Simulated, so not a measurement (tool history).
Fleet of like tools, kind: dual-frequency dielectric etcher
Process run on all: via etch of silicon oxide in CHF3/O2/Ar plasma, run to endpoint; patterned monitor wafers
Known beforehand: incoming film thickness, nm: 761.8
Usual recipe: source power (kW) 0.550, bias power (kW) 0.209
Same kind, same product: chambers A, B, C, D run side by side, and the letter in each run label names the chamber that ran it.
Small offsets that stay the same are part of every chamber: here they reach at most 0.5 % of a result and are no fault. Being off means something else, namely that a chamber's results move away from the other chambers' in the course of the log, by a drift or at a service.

run   hour  source power (kW)  bias power (kW)  hours since the last wet clean  hours since the last source power generator calibration  hours since the last bias power generator calibration  endpoint time (s)
 1B    8.0              0.550            0.209                           359.9                                                   3070.2                                                   64.0             379.55
 2A   13.7              0.550            0.209                           166.3                                                   1804.7                                                 3642.3             377.19
      15.1  -- chamber B: source power generator calibrated
 3C   22.3              0.550            0.209                            55.4                                                   3772.6                                                  957.6             377.31
 4D   29.7              0.550            0.209                           375.4                                                   1701.9                                                 1705.8             384.62
 5C   38.4              0.550            0.209                            71.5                                                   3788.7                                                  973.7             381.55
 6D   47.7              0.550            0.209                           393.4                                                   1719.9                                                 1723.8             375.77
      54.6  -- chamber D: wet clean of the chamber
 7B   54.6              0.550            0.209                           406.5                                                     39.5                                                  110.6             382.22
 8A   63.3              0.550            0.209                           215.9                                                   1854.3                                                 3691.9             373.74
 9C   71.2              0.550            0.209                           104.3                                                   3821.5                                                 1006.5             376.89
10B   83.2              0.460            0.229                           435.1                                                     68.1                                                  139.2             389.72
11A   94.3              0.460            0.229                           246.9                                                   1885.3                                                 3722.9             393.28
12D  104.0              0.460            0.229                            49.4                                                   1776.2                                                 1780.1             398.53
13A  111.2              0.460            0.229                           263.8                                                   1902.2                                                 3739.8             384.06
     118.2  -- chamber A: source power generator calibrated
14D  119.0              0.550            0.209                            64.4                                                   1791.2                                                 1795.1             379.50
15C  126.8              0.550            0.209                           159.9                                                   3877.1                                                 1062.1             379.31
16B  138.7              0.550            0.209                           490.6                                                    123.6                                                  194.7             375.83
     143.9  -- chamber B: wet clean of the chamber
17C  145.2              0.550            0.209                           178.3                                                   3895.5                                                 1080.5             384.05
18B  152.4              0.550            0.209                             8.5                                                    137.3                                                  208.4             379.47
19A  162.4              0.550            0.209                           315.0                                                     44.3                                                 3791.0             378.39
20D  170.9              0.550            0.209                           116.3                                                   1843.1                                                 1847.0             377.64
21C  181.6              0.550            0.209                           214.7                                                   3931.9                                                 1116.9             375.71
22D  191.1              0.550            0.209                           136.5                                                   1863.3                                                 1867.2             375.28
23A  196.8              0.550            0.209                           349.4                                                     78.7                                                 3825.4             377.28
24B  207.8              0.550            0.209                            63.9                                                    192.7                                                  263.8             378.77
     217.6  -- chamber D: source power generator calibrated
25A  219.5              0.550            0.209                           372.1                                                    101.4                                                 3848.1             378.46
26C  229.6              0.550            0.209                           262.7                                                   3979.9                                                 1164.9             373.76
27D  241.0              0.550            0.209                           186.4                                                     23.5                                                 1917.1             378.91
28B  247.2              0.550            0.209                           103.3                                                    232.1                                                  303.2             384.68
29C  254.2              0.550            0.209                           287.3                                                   4004.5                                                 1189.5             378.62
30D  263.5              0.550            0.209                           208.9                                                     46.0                                                 1939.6             377.45
31B  276.3              0.550            0.209                           132.4                                                    261.2                                                  332.3             371.47
32A  287.3              0.550            0.209                           439.9                                                    169.2                                                 3915.9             382.18
33B  295.0              0.550            0.209                           151.1                                                    279.9                                                  351.0             379.84
34C  303.5              0.670            0.164                           336.6                                                   4053.8                                                 1238.8             375.61
35D  309.5              0.670            0.164                           254.9                                                     92.0                                                 1985.6             381.74

Has any chamber moved away from the others, gradually or after a service, or does the common gauge drift, or do the chambers differ only by their own small steady offsets? State the chamber and the most likely cause if one applies.

Neither any chamber nor the gauge drifts; the chambers differ only by their own small, steady offsets.
